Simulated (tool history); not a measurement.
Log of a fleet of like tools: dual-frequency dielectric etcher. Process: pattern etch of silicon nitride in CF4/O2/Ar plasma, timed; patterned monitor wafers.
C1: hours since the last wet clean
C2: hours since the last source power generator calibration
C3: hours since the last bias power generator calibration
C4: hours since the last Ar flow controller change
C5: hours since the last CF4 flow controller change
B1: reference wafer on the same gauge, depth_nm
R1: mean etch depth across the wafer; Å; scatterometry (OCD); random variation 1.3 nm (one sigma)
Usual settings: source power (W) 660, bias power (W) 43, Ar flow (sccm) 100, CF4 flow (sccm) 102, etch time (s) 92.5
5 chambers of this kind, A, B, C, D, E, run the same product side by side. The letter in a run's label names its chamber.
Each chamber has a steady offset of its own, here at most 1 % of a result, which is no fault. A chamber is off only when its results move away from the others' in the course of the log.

run 1B hour=9.9 | source_power_(W)=660 bias_power_(W)=43 Ar_flow_(sccm)=100 CF4_flow_(sccm)=102 etch_time_(s)=92.5 | C1=510.5 C2=887.8 C3=1085.9 C4=484.7 C5=4592.1 | B1=203 | R1=2131.5
run 2C hour=16.8 | source_power_(W)=660 bias_power_(W)=43 Ar_flow_(sccm)=100 CF4_flow_(sccm)=102 etch_time_(s)=92.5 | C1=421.8 C2=3890.9 C3=240.7 C4=3851.5 C5=2732.7 | B1=203.16 | R1=2126.5
run 3D hour=26.5 | source_power_(W)=660 bias_power_(W)=43 Ar_flow_(sccm)=100 CF4_flow_(sccm)=102 etch_time_(s)=92.5 | C1=413.8 C2=419.2 C3=1648.8 C4=760.1 C5=1386.8 | B1=203.08 | R1=2120.7
run 4A hour=37.9 | source_power_(W)=660 bias_power_(W)=43 Ar_flow_(sccm)=100 CF4_flow_(sccm)=102 etch_time_(s)=92.5 | C1=153 C2=610.7 C3=638.5 C4=1829.5 C5=1255.8 | B1=202.74 | R1=2135.5
run 5E hour=47.9 | source_power_(W)=660 bias_power_(W)=40 Ar_flow_(sccm)=100 CF4_flow_(sccm)=102 etch_time_(s)=92.5 | C1=300.5 C2=1369.4 C3=2352.8 C4=250.6 C5=3134.6 | B1=203.13 | R1=2047.2
run 6B hour=56.8 | source_power_(W)=660 bias_power_(W)=40 Ar_flow_(sccm)=100 CF4_flow_(sccm)=102 etch_time_(s)=92.5 | C1=557.4 C2=934.7 C3=1132.8 C4=531.6 C5=4639 | B1=202.97 | R1=2079.9
run 7C hour=71.6 | source_power_(W)=660 bias_power_(W)=40 Ar_flow_(sccm)=100 CF4_flow_(sccm)=102 etch_time_(s)=92.5 | C1=476.6 C2=3945.7 C3=295.5 C4=3906.3 C5=2787.5 | B1=203.01 | R1=2089.4
run 8E hour=84.6 | source_power_(W)=660 bias_power_(W)=40 Ar_flow_(sccm)=100 CF4_flow_(sccm)=102 etch_time_(s)=92.5 | C1=337.2 C2=1406.1 C3=2389.5 C4=287.3 C5=3171.3 | B1=203.03 | R1=2077
run 9D hour=94.8 | source_power_(W)=660 bias_power_(W)=40 Ar_flow_(sccm)=100 CF4_flow_(sccm)=102 etch_time_(s)=92.5 | C1=482.1 C2=487.5 C3=1717.1 C4=828.4 C5=1455.1 | B1=202.89 | R1=2087.8
-- hour=100.9 chamber B: wet clean of the chamber
run 10A hour=103.5 | source_power_(W)=660 bias_power_(W)=43 Ar_flow_(sccm)=100 CF4_flow_(sccm)=102 etch_time_(s)=92.5 | C1=218.6 C2=676.3 C3=704.1 C4=1895.1 C5=1321.4 | B1=202.65 | R1=2139.6
-- hour=109.8 chamber C: wet clean of the chamber
run 11E hour=116.1 | source_power_(W)=660 bias_power_(W)=43 Ar_flow_(sccm)=100 CF4_flow_(sccm)=102 etch_time_(s)=92.5 | C1=368.7 C2=1437.6 C3=2421 C4=318.8 C5=3202.8 | B1=203.06 | R1=2123.1
run 12B hour=126.8 | source_power_(W)=660 bias_power_(W)=43 Ar_flow_(sccm)=100 CF4_flow_(sccm)=102 etch_time_(s)=92.5 | C1=25.9 C2=1004.7 C3=1202.8 C4=601.6 C5=4709 | B1=203.2 | R1=2111.9
run 13C hour=135.9 | source_power_(W)=660 bias_power_(W)=43 Ar_flow_(sccm)=100 CF4_flow_(sccm)=102 etch_time_(s)=92.5 | C1=26.2 C2=4010 C3=359.8 C4=3970.6 C5=2851.8 | B1=203.12 | R1=2142.1
run 14A hour=143.6 | source_power_(W)=660 bias_power_(W)=43 Ar_flow_(sccm)=100 CF4_flow_(sccm)=102 etch_time_(s)=92.5 | C1=258.7 C2=716.4 C3=744.2 C4=1935.2 C5=1361.5 | B1=203.43 | R1=2132.9
-- hour=150.9 chamber E: wet clean of the chamber
run 15D hour=153.4 | source_power_(W)=660 bias_power_(W)=43 Ar_flow_(sccm)=100 CF4_flow_(sccm)=102 etch_time_(s)=92.5 | C1=540.7 C2=546.1 C3=1775.7 C4=887 C5=1513.7 | B1=203.1 | R1=2116.3
run 16B hour=164.4 | source_power_(W)=660 bias_power_(W)=43 Ar_flow_(sccm)=100 CF4_flow_(sccm)=102 etch_time_(s)=92.5 | C1=63.5 C2=1042.3 C3=1240.4 C4=639.2 C5=4746.6 | B1=203.42 | R1=2136.1
run 17A hour=171.9 | source_power_(W)=660 bias_power_(W)=43 Ar_flow_(sccm)=100 CF4_flow_(sccm)=102 etch_time_(s)=92.5 | C1=287 C2=744.7 C3=772.5 C4=1963.5 C5=1389.8 | B1=203.29 | R1=2122.8
run 18D hour=178.9 | source_power_(W)=660 bias_power_(W)=43 Ar_flow_(sccm)=100 CF4_flow_(sccm)=102 etch_time_(s)=92.5 | C1=566.2 C2=571.6 C3=1801.2 C4=912.5 C5=1539.2 | B1=202.94 | R1=2115.1
run 19C hour=191.1 | source_power_(W)=660 bias_power_(W)=43 Ar_flow_(sccm)=100 CF4_flow_(sccm)=102 etch_time_(s)=92.5 | C1=81.4 C2=4065.2 C3=415 C4=4025.8 C5=2907 | B1=202.96 | R1=2148
-- hour=199.3 chamber D: wet clean of the chamber
run 20E hour=203.7 | source_power_(W)=660 bias_power_(W)=43 Ar_flow_(sccm)=100 CF4_flow_(sccm)=102 etch_time_(s)=92.5 | C1=52.8 C2=1525.2 C3=2508.6 C4=406.4 C5=3290.4 | B1=202.8 | R1=2041.9
run 21A hour=211.6 | source_power_(W)=660 bias_power_(W)=43 Ar_flow_(sccm)=100 CF4_flow_(sccm)=102 etch_time_(s)=92.5 | C1=326.7 C2=784.4 C3=812.2 C4=2003.2 C5=1429.5 | B1=203.12 | R1=2157.8
run 22B hour=221.5 | source_power_(W)=660 bias_power_(W)=43 Ar_flow_(sccm)=100 CF4_flow_(sccm)=102 etch_time_(s)=92.5 | C1=120.6 C2=1099.4 C3=1297.5 C4=696.3 C5=4803.7 | B1=203.09 | R1=2136
run 23E hour=232.7 | source_power_(W)=660 bias_power_(W)=43 Ar_flow_(sccm)=76 CF4_flow_(sccm)=102 etch_time_(s)=79.5 | C1=81.8 C2=1554.2 C3=2537.6 C4=435.4 C5=3319.4 | B1=202.99 | R1=1820.4
run 24D hour=241.9 | source_power_(W)=660 bias_power_(W)=43 Ar_flow_(sccm)=76 CF4_flow_(sccm)=102 etch_time_(s)=79.5 | C1=42.6 C2=634.6 C3=1864.2 C4=975.5 C5=1602.2 | B1=202.78 | R1=1885.2
-- hour=249.1 chamber C: source power generator calibrated
run 25C hour=252 | source_power_(W)=660 bias_power_(W)=43 Ar_flow_(sccm)=76 CF4_flow_(sccm)=102 etch_time_(s)=79.5 | C1=142.3 C2=3 C3=475.9 C4=4086.7 C5=2967.9 | B1=203.02 | R1=1913.2
run 26B hour=266.2 | source_power_(W)=660 bias_power_(W)=43 Ar_flow_(sccm)=76 CF4_flow_(sccm)=102 etch_time_(s)=79.5 | C1=165.3 C2=1144.1 C3=1342.2 C4=741 C5=4848.4 | B1=202.9 | R1=1907.8
-- hour=273.3 chamber A: CF4 flow controller replaced
-- hour=279.5 chamber C: CF4 flow controller replaced
run 27E hour=280.3 | source_power_(W)=660 bias_power_(W)=43 Ar_flow_(sccm)=76 CF4_flow_(sccm)=102 etch_time_(s)=79.5 | C1=129.4 C2=1601.8 C3=2585.2 C4=483 C5=3367 | B1=203.27 | R1=1833.8
run 28A hour=292.5 | source_power_(W)=660 bias_power_(W)=47 Ar_flow_(sccm)=100 CF4_flow_(sccm)=102 etch_time_(s)=84 | C1=407.6 C2=865.3 C3=893.1 C4=2084.1 C5=19.3 | B1=202.84 | R1=1989.7
run 29C hour=305.7 | source_power_(W)=660 bias_power_(W)=47 Ar_flow_(sccm)=100 CF4_flow_(sccm)=102 etch_time_(s)=84 | C1=196 C2=56.7 C3=529.6 C4=4140.4 C5=26.2 | B1=202.95 | R1=1989.2
run 30D hour=316.7 | source_power_(W)=660 bias_power_(W)=47 Ar_flow_(sccm)=100 CF4_flow_(sccm)=102 etch_time_(s)=84 | C1=117.4 C2=709.4 C3=1939 C4=1050.3 C5=1677 | B1=202.97 | R1=1978.3
run 31B hour=326.9 | source_power_(W)=660 bias_power_(W)=47 Ar_flow_(sccm)=100 CF4_flow_(sccm)=102 etch_time_(s)=84 | C1=226 C2=1204.8 C3=1402.9 C4=801.7 C5=4909.1 | B1=203.1 | R1=2003.7
run 32D hour=334.6 | source_power_(W)=660 bias_power_(W)=47 Ar_flow_(sccm)=100 CF4_flow_(sccm)=102 etch_time_(s)=84 | C1=135.3 C2=727.3 C3=1956.9 C4=1068.2 C5=1694.9 | B1=202.84 | R1=1990.1

Is one chamber off against the others, does the gauge drift, or is nothing wrong? If a chamber is off, say which, and what the likeliest cause is.

A service left chamber E off against the others.
Cause: etch rate under this chamber's usual, % = 4.02.

Here are 4 candidates for chamber E's next run, each the usual settings with a change, their results left as question marks. Which one brings its results back in line with what the others give on the usual settings?
In line means no further than this from the other chambers' mean on the usual settings: R1 45 Å
run 33E-1 hour=345.4 | source_power_(W)=660 bias_power_(W)=42 Ar_flow_(sccm)=100 CF4_flow_(sccm)=102 etch_time_(s)=92.5 | R1=?
run 33E-2 hour=345.4 | source_power_(W)=660 bias_power_(W)=43 Ar_flow_(sccm)=93 CF4_flow_(sccm)=102 etch_time_(s)=92.5 | R1=?
run 33E-3 hour=345.4 | source_power_(W)=660 bias_power_(W)=39 Ar_flow_(sccm)=104 CF4_flow_(sccm)=98 etch_time_(s)=92.5 | R1=?
run 33E-4 hour=345.4 | source_power_(W)=660 bias_power_(W)=49 Ar_flow_(sccm)=100 CF4_flow_(sccm)=102 etch_time_(s)=92.5 | R1=?

The other chambers' mean on the usual settings: R1 2131.5 Å
run=33E-1 R1=2013.3
run=33E-2 R1=2049.8
run=33E-3 R1=1940.3
run=33E-4 R1=2127.3
33E-4 brings the chamber back in line.
